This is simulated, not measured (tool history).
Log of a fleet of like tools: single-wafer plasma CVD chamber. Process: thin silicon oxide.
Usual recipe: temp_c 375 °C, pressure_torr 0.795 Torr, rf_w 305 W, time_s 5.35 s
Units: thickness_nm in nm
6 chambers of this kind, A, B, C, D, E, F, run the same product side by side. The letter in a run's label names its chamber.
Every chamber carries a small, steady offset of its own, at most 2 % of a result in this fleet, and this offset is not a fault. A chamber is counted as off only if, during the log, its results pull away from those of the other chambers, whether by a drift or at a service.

| run | hour | temp_c | pressure_torr | rf_w | time_s | read-back reference wafer on the same gauge, thickness_nm | thickness_nm |
|---|---|---|---|---|---|---|---|
| 1F | 11.3 | 375 | 0.795 | 305 | 5.35 | 11.391 | 10.0330 |
| 2B | 20.3 | 375 | 0.795 | 305 | 5.35 | 11.404 | 10.1580 |
| 3C | 32.3 | 375 | 0.795 | 305 | 5.35 | 11.398 | 10.0100 |
| 4A | 46.9 | 375 | 0.795 | 305 | 5.35 | 11.400 | 10.0530 |
| 5E | 59.3 | 385 | 0.795 | 305 | 6.25 | 11.395 | 11.5610 |
| 6D | 70.8 | 385 | 0.795 | 305 | 6.25 | 11.401 | 11.5310 |
| 7E | 79.3 | 385 | 0.795 | 305 | 6.25 | 11.396 | 11.5410 |
| 8D | 90.9 | 385 | 0.795 | 305 | 6.25 | 11.415 | 11.5380 |
| 9C | 98.7 | 385 | 0.795 | 305 | 6.25 | 11.418 | 11.7200 |
| 10A | 107.8 | 385 | 0.795 | 305 | 6.25 | 11.397 | 11.7440 |
| 11F | 116.8 | 375 | 0.795 | 305 | 5.35 | 11.392 | 10.0540 |
|  | 121.6 | chamber A: thermocouple changed; heater temperature recalibrated |
| 12B | 130.8 | 375 | 0.795 | 305 | 5.35 | 11.401 | 10.1100 |
|  | 140.1 | chamber F: capacitance manometer re-zeroed and calibrated |
| 13E | 146.6 | 375 | 0.795 | 305 | 5.35 | 11.407 | 9.8583 |
| 14F | 162.2 | 375 | 0.795 | 305 | 5.35 | 11.393 | 9.3589 |
|  | 175.0 | chamber D: thermocouple changed; heater temperature recalibrated |
| 15D | 177.1 | 375 | 0.795 | 305 | 5.35 | 11.397 | 10.0470 |
| 16B | 190.3 | 375 | 0.795 | 305 | 5.35 | 11.394 | 10.1680 |
| 17A | 200.7 | 375 | 0.795 | 305 | 5.35 | 11.401 | 9.9500 |
| 18C | 212.2 | 375 | 0.795 | 305 | 5.35 | 11.384 | 10.0950 |
| 19F | 219.2 | 375 | 0.795 | 305 | 5.35 | 11.397 | 9.3824 |
| 20E | 226.7 | 375 | 0.795 | 305 | 5.35 | 11.411 | 9.9482 |
| 21B | 238.5 | 375 | 0.795 | 255 | 5.76 | 11.403 | 10.0650 |
| 22D | 254.1 | 375 | 0.795 | 255 | 5.76 | 11.416 | 9.9909 |
| 23A | 263.9 | 375 | 0.795 | 255 | 5.76 | 11.405 | 9.9485 |
| 24C | 273.4 | 375 | 0.795 | 255 | 5.76 | 11.397 | 9.9693 |
| 25A | 287.0 | 375 | 0.795 | 255 | 5.76 | 11.407 | 10.0370 |
| 26B | 301.2 | 375 | 0.795 | 255 | 5.76 | 11.400 | 10.1180 |
| 27C | 311.3 | 375 | 0.795 | 305 | 5.35 | 11.403 | 10.0280 |
| 28E | 324.8 | 375 | 0.795 | 305 | 5.35 | 11.391 | 9.8201 |
| 29F | 332.7 | 375 | 0.795 | 305 | 5.35 | 11.424 | 9.4381 |
| 30D | 347.7 | 375 | 0.795 | 305 | 5.35 | 11.389 | 9.9447 |
| 31E | 355.7 | 375 | 0.795 | 305 | 5.35 | 11.409 | 9.9110 |
| 32A | 369.3 | 375 | 0.795 | 305 | 5.35 | 11.416 | 9.9676 |
| 33C | 378.0 | 375 | 0.795 | 305 | 5.35 | 11.413 | 10.0310 |
| 34D | 390.3 | 375 | 0.795 | 305 | 5.35 | 11.395 | 9.9820 |
| 35B | 397.5 | 383 | 0.795 | 350 | 5.35 | 11.418 | 10.6160 |
| 36F | 411.2 | 383 | 0.795 | 350 | 5.35 | 11.412 | 9.9030 |

Is one chamber out of step, is the gauge drifting, or do the chambers differ by no more than their own small offsets? For an off chamber, give its letter and the likeliest cause.

A service on chamber F put it out of line with the rest.
Likeliest cause: true pressure below the setpoint (%) = 6.94.

Chamber F could run next with any of the 4 candidate recipes listed below; each alters the usual settings, and their results appear as question marks. Which one brings its results back in line with what the other chambers deliver on the usual settings?
In-line tolerance around the mean of the other chambers on the usual settings: thickness_nm 0.2000 nm
| 37F-1 | 422.7 | 375 | 0.825 | 310 | 5.48 |  | ? |
| 37F-2 | 422.7 | 375 | 0.747 | 300 | 5.15 |  | ? |
| 37F-3 | 422.7 | 375 | 0.875 | 310 | 5.35 |  | ? |
| 37F-4 | 422.7 | 375 | 0.744 | 305 | 5.35 |  | ? |

Other chambers, usual settings, mean: thickness_nm 10.0210 nm
| run | thickness_nm |
|---|---|
| 37F-1 | 10.0190 |
| 37F-2 | 8.3715 |
| 37F-3 | 10.3680 |
| 37F-4 | 8.7146 |
It is 37F-1 that realigns the chamber with its peers.

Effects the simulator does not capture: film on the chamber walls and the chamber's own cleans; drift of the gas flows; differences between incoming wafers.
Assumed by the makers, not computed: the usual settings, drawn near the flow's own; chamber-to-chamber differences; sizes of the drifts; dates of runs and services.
